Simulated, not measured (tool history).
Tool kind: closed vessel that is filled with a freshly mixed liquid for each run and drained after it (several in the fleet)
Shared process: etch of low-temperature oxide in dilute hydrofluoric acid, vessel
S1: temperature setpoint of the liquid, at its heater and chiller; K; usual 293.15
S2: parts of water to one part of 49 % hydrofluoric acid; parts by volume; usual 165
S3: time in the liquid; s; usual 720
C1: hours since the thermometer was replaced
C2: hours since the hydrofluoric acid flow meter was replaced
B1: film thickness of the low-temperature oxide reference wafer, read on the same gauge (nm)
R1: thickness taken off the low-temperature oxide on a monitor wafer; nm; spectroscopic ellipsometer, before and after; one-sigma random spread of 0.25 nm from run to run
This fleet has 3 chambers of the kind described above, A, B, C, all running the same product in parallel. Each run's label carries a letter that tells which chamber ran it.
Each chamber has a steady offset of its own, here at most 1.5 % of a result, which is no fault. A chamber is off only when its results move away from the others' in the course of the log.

run   hour      S1   S2    S3      C1     C2      B1      R1
 1B      9  293.15  165   720   457.8  367.4     120  42.979
 2C   14.2  293.15  165   720  1158.4    211  120.01  43.028
 3A   23.8  293.15  165   720   544.1  799.5     120  43.014
 4C     33  293.15  165   720  1177.2  229.8     120  43.614
 5A   39.2  293.15  165   720   559.5  814.9  120.02  42.494
 6B   50.1  293.15  165   720   498.9  408.5  120.02  42.393
 7A   55.6  293.15  165   720   575.9  831.3     120  43.058
 8C     61  293.15  165   720  1205.2  257.8     120   43.52
 9B   67.9  293.15  165   720   516.7  426.3     120  42.518
10C   73.6  293.15  165   720  1217.8  270.4  119.99  43.754
11B   82.5  293.15  165   720   531.3  440.9     120  42.541
12A   88.4  293.15  235   910   608.7  864.1  120.01  35.555
13C   96.4  293.15  235   910  1240.6  293.2  120.01  36.856
14A  102.2  293.15  235   910   622.5  877.9  120.01  35.509
15B  110.2  293.15  165   720     559  468.6  120.01  42.372
16B  120.8  293.15  165   720   569.6  479.2  119.99  42.591
17C  131.3  293.15  165   720  1275.5  328.1  119.99  44.049
18A  141.3  293.15  165   720   661.6    917  120.02  42.765
19C  148.3  293.15  165   560  1292.5  345.1  120.02  34.462
20A  155.1  293.15  165   560   675.4  930.8  119.99  33.191
21B  160.3  293.15  165   560   609.1  518.7  119.98  33.068
22A  168.4  293.15  190  1065   688.7  944.1  120.01  53.399
23C  174.9  293.15  190  1065  1319.1  371.7  119.99  55.903
24B  180.2  293.15  190  1065     629  538.6     120  53.236

Does one chamber stand apart from the rest, does the shared gauge drift, or is all well apart from small per-chamber offsets? Give the chamber and the most likely cause, where there is one.

Chamber C drifts away from the others.
Likeliest cause: hydrofluoric acid flow above the setpoint (%) = 3.54.
The log may not tell that from: liquid hotter than its thermometer reads (K).

Which of the 4 candidates below, each the usual settings with something changed and its results left as question marks, puts chamber C back in line with what the other chambers give on the usual settings?
A result is in line if it is within this distance of the other chambers' mean on the usual settings: R1 0.86 nm
25C-1   188  293.15  165  785               ?
25C-2   188  293.15  160  735               ?
25C-3   188  293.15  170  685               ?
25C-4   188  293.15  170  705               ?

The mean the other chambers reach with the usual settings: R1 42.587 nm
  run      R1
25C-1  49.043
25C-2  47.566
25C-3  41.355
25C-4  42.562
The right change is 25C-4: it brings the chamber back within the allowed miss of the others.

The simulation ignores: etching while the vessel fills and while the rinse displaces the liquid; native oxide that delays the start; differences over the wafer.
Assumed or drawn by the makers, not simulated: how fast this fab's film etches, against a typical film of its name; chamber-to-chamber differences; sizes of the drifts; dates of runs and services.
